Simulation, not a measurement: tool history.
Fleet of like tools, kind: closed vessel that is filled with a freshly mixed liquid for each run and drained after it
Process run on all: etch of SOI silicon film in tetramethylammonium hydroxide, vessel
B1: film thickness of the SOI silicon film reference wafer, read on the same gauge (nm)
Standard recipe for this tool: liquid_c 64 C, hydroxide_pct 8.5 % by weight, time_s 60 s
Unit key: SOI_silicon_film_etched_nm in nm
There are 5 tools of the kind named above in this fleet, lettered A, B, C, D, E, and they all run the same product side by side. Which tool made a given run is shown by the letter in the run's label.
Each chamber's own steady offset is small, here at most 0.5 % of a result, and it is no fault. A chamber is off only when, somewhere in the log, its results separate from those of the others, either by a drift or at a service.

Run 1C, hour 2.8: usual settings; B1 40.032. Result: SOI_silicon_film_etched_nm 300.32 nm.
Run 2E, hour 7.5: usual settings; B1 40.017. Result: SOI_silicon_film_etched_nm 306.2 nm.
Run 3A, hour 11.6: usual settings; B1 39.986. Result: SOI_silicon_film_etched_nm 304.84 nm.
Run 4B, hour 16.4: usual settings; B1 39.997. Result: SOI_silicon_film_etched_nm 306.38 nm.
Run 5D, hour 20.7: usual settings but hydroxide_pct 10 % by weight, time_s 80 s; B1 40.001. Result: SOI_silicon_film_etched_nm 380.94 nm.
Run 6A, hour 25.6: usual settings but hydroxide_pct 10 % by weight, time_s 80 s; B1 40.017. Result: SOI_silicon_film_etched_nm 379.75 nm.
Run 7B, hour 30.2: usual settings but hydroxide_pct 10 % by weight, time_s 80 s; B1 39.983. Result: SOI_silicon_film_etched_nm 379.56 nm.
Run 8D, hour 33.6: usual settings but hydroxide_pct 10 % by weight, time_s 80 s; B1 39.947. Result: SOI_silicon_film_etched_nm 383.81 nm.
Run 9E, hour 36.1: usual settings but hydroxide_pct 10 % by weight, time_s 80 s; B1 39.976. Result: SOI_silicon_film_etched_nm 386.89 nm.
Run 10C, hour 38.5: usual settings; B1 40.016. Result: SOI_silicon_film_etched_nm 299.47 nm.
Run 11B, hour 40.9: usual settings; B1 40.002. Result: SOI_silicon_film_etched_nm 305.52 nm.
Run 12C, hour 45.3: usual settings; B1 40.008. Result: SOI_silicon_film_etched_nm 305.15 nm.
Run 13A, hour 48.1: usual settings; B1 40.011. Result: SOI_silicon_film_etched_nm 300.88 nm.
Run 14D, hour 50.9: usual settings; B1 39.959. Result: SOI_silicon_film_etched_nm 304.6 nm.
Run 15E, hour 54.3: usual settings; B1 40.031. Result: SOI_silicon_film_etched_nm 312.26 nm.
Run 16C, hour 58.8: usual settings but liquid_c 68 C, time_s 75 s; B1 39.991. Result: SOI_silicon_film_etched_nm 478.03 nm.
Run 17D, hour 61.8: usual settings but liquid_c 68 C, time_s 75 s; B1 39.964. Result: SOI_silicon_film_etched_nm 477.59 nm.
Run 18A, hour 64.6: usual settings but liquid_c 68 C, time_s 75 s; B1 40.043. Result: SOI_silicon_film_etched_nm 479.86 nm.
Run 19B, hour 67.4: usual settings but liquid_c 68 C, time_s 75 s; B1 40.027. Result: SOI_silicon_film_etched_nm 483.26 nm.
Run 20E, hour 69.6: usual settings but liquid_c 68 C, time_s 75 s; B1 40.029. Result: SOI_silicon_film_etched_nm 491.73 nm.
Run 21E, hour 74.5: usual settings; B1 39.965. Result: SOI_silicon_film_etched_nm 307.17 nm.
Run 22D, hour 79.3: usual settings; B1 40.003. Result: SOI_silicon_film_etched_nm 301.14 nm.
At hour 84.2: chamber E: hydroxide flow meter replaced.
Run 23A, hour 84.2: usual settings; B1 40.022. Result: SOI_silicon_film_etched_nm 296.58 nm.
Run 24C, hour 88.4: usual settings; B1 40.029. Result: SOI_silicon_film_etched_nm 301.69 nm.
Run 25B, hour 91.2: usual settings but liquid_c 58 C, hydroxide_pct 9.5 % by weight; B1 39.99. Result: SOI_silicon_film_etched_nm 199.53 nm.
Run 26A, hour 95: usual settings but liquid_c 58 C, hydroxide_pct 9.5 % by weight; B1 40.021. Result: SOI_silicon_film_etched_nm 193.96 nm.
Run 27D, hour 99.2: usual settings but liquid_c 58 C, hydroxide_pct 9.5 % by weight; B1 40.04. Result: SOI_silicon_film_etched_nm 198.7 nm.
Run 28B, hour 102.4: usual settings but liquid_c 58 C, hydroxide_pct 9.5 % by weight; B1 39.998. Result: SOI_silicon_film_etched_nm 201.07 nm.
Run 29C, hour 106.6: usual settings but liquid_c 58 C, hydroxide_pct 9.5 % by weight; B1 40.003. Result: SOI_silicon_film_etched_nm 201.85 nm.
Run 30E, hour 110.7: usual settings; B1 39.975. Result: SOI_silicon_film_etched_nm 304.8 nm.
Run 31D, hour 115.7: usual settings; B1 40.022. Result: SOI_silicon_film_etched_nm 305.89 nm.
Run 32A, hour 118: usual settings; B1 39.979. Result: SOI_silicon_film_etched_nm 289.03 nm.

Is one chamber off against the others, does the gauge drift, or is nothing wrong? If a chamber is off, say which, and what the likeliest cause is.

One chamber, A, drifts off from the rest bit by bit.
Cause: liquid colder than its thermometer reads (K) = 1.03.

Here are 4 candidates for chamber A's next run, each the usual settings with a change, their results left as question marks. Which one brings its results back in line with what the others give on the usual settings?
In line here means within this much of the mean the other chambers give on the usual settings: SOI_silicon_film_etched_nm 7.9 nm
Run 33A-1, hour 121.7: usual settings but liquid_c 64.5 C, time_s 65 s. Result: SOI_silicon_film_etched_nm ?.
Run 33A-2, hour 121.7: usual settings but hydroxide_pct 10 % by weight. Result: SOI_silicon_film_etched_nm ?.
Run 33A-3, hour 121.7: usual settings but hydroxide_pct 7 % by weight. Result: SOI_silicon_film_etched_nm ?.
Run 33A-4, hour 121.7: usual settings but hydroxide_pct 11.5 % by weight. Result: SOI_silicon_film_etched_nm ?.

Mean of the other chambers on the usual settings: SOI_silicon_film_etched_nm 304.2 nm
  run  SOI_silicon_film_etched_nm
33A-1                      318.53
33A-2                      268.09
33A-3                      302.53
33A-4                      255.05
Change 33A-3 lands the chamber within the allowed miss of the other chambers.
